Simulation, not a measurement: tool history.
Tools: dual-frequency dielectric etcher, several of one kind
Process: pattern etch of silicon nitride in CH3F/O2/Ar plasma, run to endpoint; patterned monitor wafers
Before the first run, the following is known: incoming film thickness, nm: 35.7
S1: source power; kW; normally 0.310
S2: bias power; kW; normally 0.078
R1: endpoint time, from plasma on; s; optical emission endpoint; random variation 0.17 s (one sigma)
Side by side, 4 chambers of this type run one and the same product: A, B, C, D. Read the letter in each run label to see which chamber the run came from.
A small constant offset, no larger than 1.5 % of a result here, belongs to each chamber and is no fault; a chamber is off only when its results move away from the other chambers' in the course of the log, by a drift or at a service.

| run | hour | S1 | S2 | R1 |
|---|---|---|---|---|
| 1B | 4.6 | 0.310 | 0.078 | 55.151 |
| 2A | 8.2 | 0.310 | 0.078 | 55.964 |
| 3C | 14.5 | 0.310 | 0.078 | 56.400 |
| 4D | 19.1 | 0.310 | 0.078 | 55.027 |
| 5A | 26.5 | 0.310 | 0.078 | 55.828 |
| 6B | 33.9 | 0.310 | 0.078 | 54.977 |
| 7D | 37.8 | 0.310 | 0.064 | 59.236 |
| 8C | 41.5 | 0.310 | 0.064 | 59.935 |
| 9B | 45.0 | 0.310 | 0.064 | 59.293 |
| 10C | 51.3 | 0.310 | 0.064 | 60.209 |
| 11D | 56.5 | 0.310 | 0.078 | 54.940 |
| 12A | 62.8 | 0.310 | 0.078 | 55.740 |
| 13C | 67.8 | 0.310 | 0.078 | 56.120 |
| 14D | 75.2 | 0.310 | 0.078 | 55.341 |
| 15A | 80.4 | 0.310 | 0.078 | 55.665 |
| 16B | 88.3 | 0.310 | 0.078 | 54.875 |
| 17A | 94.0 | 0.310 | 0.078 | 55.842 |
| 18B | 100.8 | 0.310 | 0.078 | 55.140 |
|  | 107.9 | chamber A: wet clean of the chamber |
| 19D | 108.9 | 0.310 | 0.078 | 55.526 |
| 20C | 116.9 | 0.310 | 0.078 | 56.344 |
| 21C | 124.1 | 0.310 | 0.078 | 56.064 |
| 22B | 130.9 | 0.310 | 0.078 | 55.045 |
| 23D | 136.0 | 0.310 | 0.078 | 55.172 |
| 24A | 143.8 | 0.310 | 0.078 | 57.793 |
| 25A | 151.0 | 0.310 | 0.078 | 57.553 |
| 26B | 154.5 | 0.310 | 0.078 | 55.181 |
| 27C | 160.2 | 0.310 | 0.078 | 56.140 |
| 28D | 164.2 | 0.310 | 0.078 | 55.258 |
| 29A | 168.0 | 0.310 | 0.078 | 57.600 |
| 30B | 176.1 | 0.310 | 0.078 | 55.414 |
| 31D | 182.0 | 0.310 | 0.078 | 55.236 |
| 32C | 188.6 | 0.310 | 0.078 | 55.975 |
| 33D | 192.7 | 0.310 | 0.078 | 55.243 |
| 34C | 198.5 | 0.310 | 0.078 | 56.360 |
| 35B | 204.5 | 0.310 | 0.078 | 55.215 |
| 36A | 212.5 | 0.310 | 0.078 | 58.082 |
|  | 215.3 | chamber D: wet clean of the chamber |
|  | 219.5 | chamber A: source power generator calibrated |
| 37D | 220.0 | 0.310 | 0.078 | 55.425 |
| 38C | 226.8 | 0.310 | 0.078 | 56.251 |
| 39A | 232.5 | 0.280 | 0.096 | 55.733 |
| 40B | 236.3 | 0.280 | 0.096 | 53.034 |
| 41D | 240.6 | 0.280 | 0.096 | 53.048 |
| 42A | 247.7 | 0.280 | 0.096 | 55.542 |
| 43C | 251.7 | 0.310 | 0.078 | 56.348 |

Each of the 4 chambers runs these same settings next. Fill in every chamber's results:
| 44A | 257.5 | 0.310 | 0.078 | ? |
| 44B | 257.5 | 0.310 | 0.078 | ? |
| 44C | 257.5 | 0.310 | 0.078 | ? |
| 44D | 257.5 | 0.310 | 0.078 | ? |

| run | R1 |
|---|---|
| 44A | 58.262 |
| 44B | 55.219 |
| 44C | 56.372 |
| 44D | 55.324 |
